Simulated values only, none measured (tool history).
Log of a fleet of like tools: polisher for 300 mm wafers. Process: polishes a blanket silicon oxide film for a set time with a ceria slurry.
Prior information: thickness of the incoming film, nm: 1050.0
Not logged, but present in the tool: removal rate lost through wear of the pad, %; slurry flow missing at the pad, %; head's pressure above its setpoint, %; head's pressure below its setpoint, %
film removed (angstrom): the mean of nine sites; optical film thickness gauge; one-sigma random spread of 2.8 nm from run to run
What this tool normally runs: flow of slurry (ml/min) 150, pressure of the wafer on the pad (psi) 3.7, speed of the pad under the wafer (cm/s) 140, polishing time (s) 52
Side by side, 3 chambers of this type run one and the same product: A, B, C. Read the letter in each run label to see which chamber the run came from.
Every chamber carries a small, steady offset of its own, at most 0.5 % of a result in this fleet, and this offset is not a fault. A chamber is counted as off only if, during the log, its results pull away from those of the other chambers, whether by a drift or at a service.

run	day	flow of slurry (ml/min)	pressure of the wafer on the pad (psi)	speed of the pad under the wafer (cm/s)	polishing time (s)	wafers polished on this pad	hours since the slurry nozzle was cleaned	hours since the head pressure was calibrated	film removed (angstrom)
# day 0.083: chamber B: slurry nozzle cleaned
1B	0.262	150	3.7	140	52	484	4.3	228.5	3332.2
2A	0.617	150	3.7	140	52	857	448.7	354.1	3341.3
3C	1.062	150	3.7	140	52	603	229.5	126.3	3288.2
4C	1.467	150	3.7	140	52	683	239.2	136	3312
# day 1.521: chamber C: worn pad replaced by a new one
5A	1.842	150	3.7	140	52	1100	478.1	383.5	3311.9
# day 2.071: chamber C: slurry nozzle cleaned
# day 2.192: chamber A: worn pad replaced by a new one
6B	2.246	150	4.1	140	58	877	51.9	276.1	4085
7A	2.658	150	4.1	140	58	93	497.7	403.1	4107.5
8C	3.017	150	4.1	140	58	297	22.7	173.2	4067.6
9B	3.308	150	3.2	116	52	1088	77.4	301.6	2382
10C	3.608	150	3.2	116	52	414	36.9	187.4	2375.8
11B	3.871	150	3.2	116	52	1199	90.9	315.1	2340.9
# day 3.954: chamber A: slurry nozzle cleaned
12A	4.1	150	3.7	140	52	379	3.5	437.7	3296.9
# day 4.117: chamber B: worn pad replaced by a new one
13A	4.442	150	3.7	140	52	447	11.7	445.9	3276.8
14B	4.883	150	3.7	140	52	152	115.2	339.4	3222.9
# day 5.042: chamber C: worn pad replaced by a new one
15C	5.121	150	2.6	140	36	15	73.2	223.7	1621
16B	5.462	150	2.6	140	36	267	129.1	353.3	1548.8
17A	5.833	150	2.6	140	36	723	45.1	479.3	1602.1
18C	6.183	150	3.7	140	52	226	98.7	249.2	3300.3
19A	6.538	150	3.7	140	52	862	62	496.2	3309.2
20C	6.804	150	3.7	140	52	349	113.6	264.1	3335.7
21B	7.238	150	3.7	140	36	619	171.7	395.9	2128.3
22A	7.542	150	3.7	140	36	1061	86.1	520.3	2281.3
23B	7.788	150	3.7	140	36	728	184.9	409.1	2138.3
24C	8.212	150	3.7	140	52	628	147.4	297.9	3369.8
# day 8.225: chamber A: worn pad replaced by a new one
25B	8.504	150	3.7	140	52	870	202.1	426.3	3022
26C	8.917	150	3.7	140	52	768	164.3	314.8	3282.3
27A	9.129	150	3.7	140	52	179	124.2	558.4	3296.9

One chamber off, gauge drift, or nothing amiss beyond the chambers' own small offsets? If it is a chamber, which one, and what is the likeliest cause?

One chamber, B, drifts off from the rest bit by bit.
Most likely cause: head's pressure below its setpoint, % = 9.59.
With only this log, it may be confused with: slurry flow missing at the pad, %.

Chamber B could run next with any of the 4 candidate recipes listed below; each alters the usual settings, and their results appear as question marks. Which one brings its results back in line with what the other chambers deliver on the usual settings?
Maximum distance from the other chambers' mean on the usual settings for a result to count as in line: film removed (angstrom) 97
28B-1	9.462	150	3.8	140	53				?
28B-2	9.462	150	3.9	146	52				?
28B-3	9.462	150	3.7	138	51				?
28B-4	9.462	95	3.7	140	52				?

Usual-settings mean across the other chambers: film removed (angstrom) 3304.7
run	film removed (angstrom)
28B-1	3110.2
28B-2	3263.4
28B-3	2873.7
28B-4	2693.3
Change 28B-2 lands the chamber within the allowed miss of the other chambers.
